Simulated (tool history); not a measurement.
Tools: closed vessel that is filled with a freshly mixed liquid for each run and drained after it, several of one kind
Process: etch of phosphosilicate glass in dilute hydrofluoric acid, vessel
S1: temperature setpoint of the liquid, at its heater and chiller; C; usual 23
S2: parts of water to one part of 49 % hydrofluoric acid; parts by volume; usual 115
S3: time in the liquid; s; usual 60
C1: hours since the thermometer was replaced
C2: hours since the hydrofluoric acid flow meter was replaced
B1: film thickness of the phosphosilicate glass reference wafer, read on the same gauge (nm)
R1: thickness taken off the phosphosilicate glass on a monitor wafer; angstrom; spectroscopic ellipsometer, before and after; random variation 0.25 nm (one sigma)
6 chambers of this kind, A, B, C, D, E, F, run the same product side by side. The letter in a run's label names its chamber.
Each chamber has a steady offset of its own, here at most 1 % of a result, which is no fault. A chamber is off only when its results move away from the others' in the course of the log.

run 1F hour=3.7 | S1=23 S2=115 S3=60 | C1=698.3 C2=1577.6 | B1=30.025 | R1=477.31
run 2A hour=8.6 | S1=23 S2=115 S3=60 | C1=1239.2 C2=90.9 | B1=30.015 | R1=481.59
run 3E hour=13.5 | S1=23 S2=115 S3=60 | C1=1120.6 C2=198.3 | B1=30.018 | R1=476.76
run 4C hour=16.6 | S1=23 S2=115 S3=60 | C1=1089.9 C2=2206 | B1=30.048 | R1=482.77
run 5D hour=21.5 | S1=23 S2=115 S3=60 | C1=1039.9 C2=239.8 | B1=29.968 | R1=486.62
run 6B hour=25.6 | S1=23 S2=115 S3=60 | C1=1335.9 C2=53.4 | B1=30.015 | R1=484.3
run 7C hour=30.5 | S1=23 S2=115 S3=60 | C1=1103.8 C2=2219.9 | B1=29.937 | R1=477.49
run 8D hour=33.3 | S1=23 S2=115 S3=60 | C1=1051.7 C2=251.6 | B1=29.993 | R1=479.53
run 9B hour=37.3 | S1=23 S2=160 S3=60 | C1=1347.6 C2=65.1 | B1=30.025 | R1=332.66
run 10E hour=40.7 | S1=23 S2=160 S3=60 | C1=1147.8 C2=225.5 | B1=30.032 | R1=328.19
run 11F hour=44.6 | S1=23 S2=160 S3=60 | C1=739.2 C2=1618.5 | B1=30.005 | R1=328.07
run 12A hour=47.7 | S1=23 S2=160 S3=60 | C1=1278.3 C2=130 | B1=30.019 | R1=328.22
run 13C hour=52.4 | S1=23 S2=160 S3=60 | C1=1125.7 C2=2241.8 | B1=30.032 | R1=326.47
run 14B hour=56.1 | S1=23 S2=160 S3=60 | C1=1366.4 C2=83.9 | B1=29.969 | R1=330.29
run 15A hour=59.2 | S1=23 S2=115 S3=60 | C1=1289.8 C2=141.5 | B1=29.991 | R1=485.59
run 16F hour=61.4 | S1=23 S2=115 S3=60 | C1=756 C2=1635.3 | B1=30.046 | R1=485.49
run 17E hour=66 | S1=23 S2=115 S3=60 | C1=1173.1 C2=250.8 | B1=30.061 | R1=479.47
run 18D hour=70.2 | S1=23 S2=115 S3=60 | C1=1088.6 C2=288.5 | B1=29.98 | R1=476.15
run 19C hour=74.8 | S1=23 S2=115 S3=60 | C1=1148.1 C2=2264.2 | B1=29.98 | R1=485.69
run 20B hour=77.5 | S1=23 S2=115 S3=60 | C1=1387.8 C2=105.3 | B1=30.076 | R1=486.09
run 21D hour=82.4 | S1=23 S2=115 S3=60 | C1=1100.8 C2=300.7 | B1=30.001 | R1=474.51
run 22A hour=87 | S1=23 S2=115 S3=60 | C1=1317.6 C2=169.3 | B1=29.918 | R1=485.33
run 23E hour=90.4 | S1=23 S2=115 S3=60 | C1=1197.5 C2=275.2 | B1=30.01 | R1=483.49
run 24F hour=93.6 | S1=23 S2=115 S3=60 | C1=788.2 C2=1667.5 | B1=30.017 | R1=481.87
run 25A hour=96 | S1=23 S2=115 S3=60 | C1=1326.6 C2=178.3 | B1=29.979 | R1=486.26
run 26E hour=100.7 | S1=23 S2=115 S3=60 | C1=1207.8 C2=285.5 | B1=29.982 | R1=480.4
run 27F hour=104.1 | S1=23 S2=115 S3=60 | C1=798.7 C2=1678 | B1=30.026 | R1=483.83
run 28B hour=107.1 | S1=23 S2=115 S3=60 | C1=1417.4 C2=134.9 | B1=30 | R1=486.29
run 29C hour=111.3 | S1=23 S2=115 S3=60 | C1=1184.6 C2=2300.7 | B1=29.973 | R1=482.01
run 30D hour=114 | S1=23 S2=115 S3=60 | C1=1132.4 C2=332.3 | B1=30.026 | R1=465.12
run 31B hour=117.5 | S1=23 S2=115 S3=60 | C1=1427.8 C2=145.3 | B1=29.99 | R1=485.16
run 32C hour=121.1 | S1=23 S2=115 S3=60 | C1=1194.4 C2=2310.5 | B1=30.051 | R1=473.51
run 33A hour=124.1 | S1=18.5 S2=165 S3=60 | C1=1354.7 C2=206.4 | B1=29.987 | R1=267.5
run 34F hour=126.8 | S1=18.5 S2=165 S3=60 | C1=821.4 C2=1700.7 | B1=29.988 | R1=264.8
-- hour=127.2 chamber F: hydrofluoric acid flow meter replaced
run 35D hour=130.7 | S1=18.5 S2=165 S3=60 | C1=1149.1 C2=349 | B1=30.019 | R1=254.87
run 36E hour=133.4 | S1=18.5 S2=165 S3=60 | C1=1240.5 C2=318.2 | B1=29.986 | R1=266.36
run 37B hour=137.8 | S1=18.5 S2=165 S3=60 | C1=1448.1 C2=165.6 | B1=29.938 | R1=268.37
run 38F hour=140.1 | S1=18.5 S2=165 S3=60 | C1=834.7 C2=12.9 | B1=29.973 | R1=264.23
run 39D hour=144 | S1=23 S2=115 S3=60 | C1=1162.4 C2=362.3 | B1=30.017 | R1=463.25
run 40E hour=147 | S1=23 S2=115 S3=60 | C1=1254.1 C2=331.8 | B1=30 | R1=481.63
run 41A hour=151.2 | S1=23 S2=115 S3=60 | C1=1381.8 C2=233.5 | B1=29.97 | R1=483.97

All 6 chambers run these settings next. Forecast each chamber's results:
run 42A hour=154.8 | S1=18.5 S2=115 S3=60 | R1=?
run 42B hour=154.8 | S1=18.5 S2=115 S3=60 | R1=?
run 42C hour=154.8 | S1=18.5 S2=115 S3=60 | R1=?
run 42D hour=154.8 | S1=18.5 S2=115 S3=60 | R1=?
run 42E hour=154.8 | S1=18.5 S2=115 S3=60 | R1=?
run 42F hour=154.8 | S1=18.5 S2=115 S3=60 | R1=?

run=42A R1=408.98
run=42B R1=401.27
run=42C R1=397.42
run=42D R1=381.87
run=42E R1=399.59
run=42F R1=403.97
